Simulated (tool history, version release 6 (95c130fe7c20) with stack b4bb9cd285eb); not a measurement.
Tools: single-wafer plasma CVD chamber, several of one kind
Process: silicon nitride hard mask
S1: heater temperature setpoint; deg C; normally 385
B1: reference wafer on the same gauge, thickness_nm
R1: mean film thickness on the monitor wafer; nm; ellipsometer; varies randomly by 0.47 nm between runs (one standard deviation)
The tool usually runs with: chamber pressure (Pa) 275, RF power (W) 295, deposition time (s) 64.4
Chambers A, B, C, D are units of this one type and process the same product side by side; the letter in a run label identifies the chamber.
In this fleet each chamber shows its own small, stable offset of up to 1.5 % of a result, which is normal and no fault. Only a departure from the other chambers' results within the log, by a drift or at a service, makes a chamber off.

{"run": "1A", "hour": 6.6, "S1": 385, "chamber pressure (Pa)": 275, "RF power (W)": 295, "deposition time (s)": 64.4, "B1": 71.332, "R1": 78.817}
{"run": "2B", "hour": 13.3, "S1": 385, "chamber pressure (Pa)": 275, "RF power (W)": 295, "deposition time (s)": 64.4, "B1": 71.285, "R1": 79.359}
{"run": "3D", "hour": 25.6, "S1": 385, "chamber pressure (Pa)": 275, "RF power (W)": 295, "deposition time (s)": 64.4, "B1": 71.378, "R1": 79.105}
{"run": "4C", "hour": 32.8, "S1": 385, "chamber pressure (Pa)": 275, "RF power (W)": 295, "deposition time (s)": 64.4, "B1": 71.386, "R1": 78.794}
{"run": "5D", "hour": 45.8, "S1": 385, "chamber pressure (Pa)": 255, "RF power (W)": 295, "deposition time (s)": 64.4, "B1": 71.345, "R1": 77.706}
{"run": "6A", "hour": 56.8, "S1": 385, "chamber pressure (Pa)": 255, "RF power (W)": 295, "deposition time (s)": 64.4, "B1": 71.274, "R1": 77.072}
{"run": "7C", "hour": 63.8, "S1": 385, "chamber pressure (Pa)": 255, "RF power (W)": 295, "deposition time (s)": 64.4, "B1": 71.253, "R1": 76.266}
{"run": "8B", "hour": 74.7, "S1": 385, "chamber pressure (Pa)": 255, "RF power (W)": 295, "deposition time (s)": 64.4, "B1": 71.22, "R1": 77.065}
{"run": "9C", "hour": 87.1, "S1": 385, "chamber pressure (Pa)": 275, "RF power (W)": 295, "deposition time (s)": 64.4, "B1": 71.394, "R1": 77.605}
{"run": "10A", "hour": 100.5, "S1": 385, "chamber pressure (Pa)": 248, "RF power (W)": 295, "deposition time (s)": 64.4, "B1": 71.304, "R1": 77.129}
{"run": "11B", "hour": 109.8, "S1": 385, "chamber pressure (Pa)": 248, "RF power (W)": 295, "deposition time (s)": 64.4, "B1": 71.265, "R1": 77.124}
{"run": "12D", "hour": 117.3, "S1": 385, "chamber pressure (Pa)": 248, "RF power (W)": 295, "deposition time (s)": 64.4, "B1": 71.156, "R1": 76.264}
{"run": "13B", "hour": 130.2, "S1": 385, "chamber pressure (Pa)": 248, "RF power (W)": 295, "deposition time (s)": 64.4, "B1": 71.325, "R1": 76.788}
{"run": "14A", "hour": 136.4, "S1": 385, "chamber pressure (Pa)": 275, "RF power (W)": 240, "deposition time (s)": 70.3, "B1": 71.327, "R1": 73.934}
{"run": "15C", "hour": 149.5, "S1": 385, "chamber pressure (Pa)": 275, "RF power (W)": 240, "deposition time (s)": 70.3, "B1": 71.252, "R1": 73.743}
{"run": "16D", "hour": 160.9, "S1": 385, "chamber pressure (Pa)": 275, "RF power (W)": 240, "deposition time (s)": 70.3, "B1": 71.398, "R1": 74.697}
{"run": "17A", "hour": 170.6, "S1": 385, "chamber pressure (Pa)": 275, "RF power (W)": 240, "deposition time (s)": 70.3, "B1": 71.371, "R1": 74.68}
{"run": "18C", "hour": 180.3, "S1": 385, "chamber pressure (Pa)": 275, "RF power (W)": 295, "deposition time (s)": 64.4, "B1": 71.216, "R1": 77.578}
{"run": "19B", "hour": 186.2, "S1": 385, "chamber pressure (Pa)": 275, "RF power (W)": 295, "deposition time (s)": 64.4, "B1": 71.263, "R1": 79.501}
{"run": "20D", "hour": 195.6, "S1": 385, "chamber pressure (Pa)": 275, "RF power (W)": 295, "deposition time (s)": 64.4, "B1": 71.29, "R1": 78.12}
{"run": "21B", "hour": 208.0, "S1": 385, "chamber pressure (Pa)": 275, "RF power (W)": 295, "deposition time (s)": 64.4, "B1": 71.242, "R1": 80.025}
{"run": "22C", "hour": 214.1, "S1": 385, "chamber pressure (Pa)": 275, "RF power (W)": 295, "deposition time (s)": 64.4, "B1": 71.428, "R1": 77.115}
{"run": "23D", "hour": 220.4, "S1": 385, "chamber pressure (Pa)": 275, "RF power (W)": 295, "deposition time (s)": 64.4, "B1": 71.281, "R1": 78.467}
{"run": "24A", "hour": 226.8, "S1": 385, "chamber pressure (Pa)": 275, "RF power (W)": 295, "deposition time (s)": 64.4, "B1": 71.319, "R1": 79.025}
{"run": "25D", "hour": 234.5, "S1": 385, "chamber pressure (Pa)": 275, "RF power (W)": 295, "deposition time (s)": 64.4, "B1": 71.189, "R1": 78.179}
{"run": "26C", "hour": 247.7, "S1": 385, "chamber pressure (Pa)": 275, "RF power (W)": 295, "deposition time (s)": 64.4, "B1": 71.286, "R1": 77.072}
{"run": "27B", "hour": 258.5, "S1": 385, "chamber pressure (Pa)": 275, "RF power (W)": 295, "deposition time (s)": 64.4, "B1": 71.293, "R1": 79.65}
{"run": "28A", "hour": 271.5, "S1": 385, "chamber pressure (Pa)": 275, "RF power (W)": 295, "deposition time (s)": 64.4, "B1": 71.339, "R1": 78.629}
{"run": "29D", "hour": 284.3, "S1": 385, "chamber pressure (Pa)": 275, "RF power (W)": 295, "deposition time (s)": 64.4, "B1": 71.265, "R1": 78.752}
{"run": "30B", "hour": 296.7, "S1": 385, "chamber pressure (Pa)": 275, "RF power (W)": 295, "deposition time (s)": 64.4, "B1": 71.202, "R1": 79.491}
{"run": "31A", "hour": 305.5, "S1": 385, "chamber pressure (Pa)": 275, "RF power (W)": 295, "deposition time (s)": 64.4, "B1": 71.271, "R1": 78.172}
{"run": "32C", "hour": 317.7, "S1": 389, "chamber pressure (Pa)": 275, "RF power (W)": 345, "deposition time (s)": 64.4, "B1": 71.202, "R1": 83.903}
{"run": "33B", "hour": 324.1, "S1": 389, "chamber pressure (Pa)": 275, "RF power (W)": 345, "deposition time (s)": 64.4, "B1": 71.363, "R1": 88.281}
{"run": "34D", "hour": 335.0, "S1": 389, "chamber pressure (Pa)": 275, "RF power (W)": 345, "deposition time (s)": 64.4, "B1": 71.31, "R1": 86.728}
{"run": "35A", "hour": 342.1, "S1": 389, "chamber pressure (Pa)": 275, "RF power (W)": 345, "deposition time (s)": 64.4, "B1": 71.27, "R1": 86.713}
{"run": "36C", "hour": 351.9, "S1": 385, "chamber pressure (Pa)": 275, "RF power (W)": 295, "deposition time (s)": 64.4, "B1": 71.29, "R1": 74.756}
{"run": "37D", "hour": 357.9, "S1": 385, "chamber pressure (Pa)": 275, "RF power (W)": 295, "deposition time (s)": 64.4, "B1": 71.426, "R1": 78.592}
{"run": "38A", "hour": 368.4, "S1": 385, "chamber pressure (Pa)": 340, "RF power (W)": 295, "deposition time (s)": 64.4, "B1": 71.308, "R1": 83.341}
{"run": "39C", "hour": 374.3, "S1": 385, "chamber pressure (Pa)": 340, "RF power (W)": 295, "deposition time (s)": 64.4, "B1": 71.229, "R1": 79.238}
{"run": "40B", "hour": 381.8, "S1": 385, "chamber pressure (Pa)": 340, "RF power (W)": 295, "deposition time (s)": 64.4, "B1": 71.489, "R1": 82.993}
{"run": "41A", "hour": 392.8, "S1": 385, "chamber pressure (Pa)": 340, "RF power (W)": 295, "deposition time (s)": 64.4, "B1": 71.322, "R1": 82.312}
{"run": "42D", "hour": 401.3, "S1": 385, "chamber pressure (Pa)": 275, "RF power (W)": 295, "deposition time (s)": 64.4, "B1": 71.33, "R1": 79.178}
{"run": "43C", "hour": 408.5, "S1": 385, "chamber pressure (Pa)": 275, "RF power (W)": 295, "deposition time (s)": 64.4, "B1": 71.167, "R1": 74.597}

Next, every chamber runs the same settings. What will each give?
{"run": "44A", "hour": 418.1, "S1": 385, "chamber pressure (Pa)": 275, "RF power (W)": 295, "deposition time (s)": 64.4, "R1": "?"}
{"run": "44B", "hour": 418.1, "S1": 385, "chamber pressure (Pa)": 275, "RF power (W)": 295, "deposition time (s)": 64.4, "R1": "?"}
{"run": "44C", "hour": 418.1, "S1": 385, "chamber pressure (Pa)": 275, "RF power (W)": 295, "deposition time (s)": 64.4, "R1": "?"}
{"run": "44D", "hour": 418.1, "S1": 385, "chamber pressure (Pa)": 275, "RF power (W)": 295, "deposition time (s)": 64.4, "R1": "?"}

run=44A R1=78.830
run=44B R1=79.517
run=44C R1=73.611
run=44D R1=78.633

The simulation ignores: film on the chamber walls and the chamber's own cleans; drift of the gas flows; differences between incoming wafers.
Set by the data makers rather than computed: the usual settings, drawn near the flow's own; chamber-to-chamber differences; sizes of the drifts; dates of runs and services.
